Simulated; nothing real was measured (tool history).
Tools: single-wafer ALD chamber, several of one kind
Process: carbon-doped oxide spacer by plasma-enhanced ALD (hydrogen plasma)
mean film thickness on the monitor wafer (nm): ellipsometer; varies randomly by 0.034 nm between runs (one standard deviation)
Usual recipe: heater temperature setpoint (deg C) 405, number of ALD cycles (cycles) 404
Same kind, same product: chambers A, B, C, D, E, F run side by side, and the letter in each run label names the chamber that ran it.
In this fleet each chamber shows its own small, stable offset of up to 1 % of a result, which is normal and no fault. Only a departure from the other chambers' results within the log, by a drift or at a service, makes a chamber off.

run	hour	heater temperature setpoint (deg C)	number of ALD cycles (cycles)	hours since the last thermocouple change	read-back reference wafer on the same gauge, thickness_nm	mean film thickness on the monitor wafer (nm)
# hour 0.8: chamber D: thermocouple changed; heater temperature recalibrated
1E	4.6	405	404	858.4	17.598	20.014
2C	11	405	404	1117.9	17.593	19.998
3A	18.5	405	404	510.1	17.597	19.881
4B	24.3	405	404	1170.6	17.585	19.847
# hour 27.1: chamber C: thermocouple changed; heater temperature recalibrated
5D	32.4	405	404	31.7	17.581	19.913
6F	35.9	405	404	1743.2	17.583	19.811
7A	44.1	405	404	535.7	17.582	19.87
8F	51.8	405	404	1759.1	17.571	19.819
9C	59.7	405	404	32.6	17.57	19.877
10E	63.2	405	404	917	17.579	20.005
11B	70.3	405	404	1216.6	17.571	19.843
12D	77.1	405	404	76.4	17.564	19.949
13F	84.5	405	404	1791.8	17.562	19.825
14E	90.3	398	464	944.1	17.562	23.384
15A	94.3	398	464	585.9	17.562	23.155
16B	100.3	398	464	1246.6	17.549	23.069
17C	107.7	398	464	80.6	17.544	23.32
18D	115.2	398	464	114.5	17.542	23.167
19C	122.2	398	464	95.1	17.534	23.256
20D	126	405	404	125.3	17.536	19.927
21F	133.8	405	404	1841.1	17.536	19.814
22B	140.8	405	404	1287.1	17.534	19.716
23E	145.3	405	404	999.1	17.536	20.042
24A	151.1	393	404	642.7	17.527	20.102
25A	158.3	393	404	649.9	17.521	20.164
26E	165.5	393	404	1019.3	17.521	20.296
27B	170	393	404	1316.3	17.517	20.068
28F	176.6	393	404	1883.9	17.512	20.004
29C	180.8	393	404	153.7	17.512	20.25
30D	187.8	405	404	187.1	17.508	19.892
31F	193.6	405	404	1900.9	17.507	19.695
32E	201.3	394	404	1055.1	17.503	20.279
33C	208.4	394	404	181.3	17.503	20.151
34A	215.5	394	404	707.1	17.503	20.058
35B	223.6	394	404	1369.9	17.496	20.044
36D	229.6	394	404	228.9	17.487	20.173
37C	236.1	394	404	209	17.487	20.194
38D	243.1	405	404	242.4	17.487	19.868
39A	247.5	405	404	739.1	17.476	19.681

All chambers now run identical settings, listed one chamber a line with results as question marks. What results will each chamber show?
40A	253.3	405	404			?
40B	253.3	405	404			?
40C	253.3	405	404			?
40D	253.3	405	404			?
40E	253.3	405	404			?
40F	253.3	405	404			?

run	mean film thickness on the monitor wafer (nm)
40A	19.668
40B	19.691
40C	19.854
40D	19.857
40E	19.927
40F	19.644
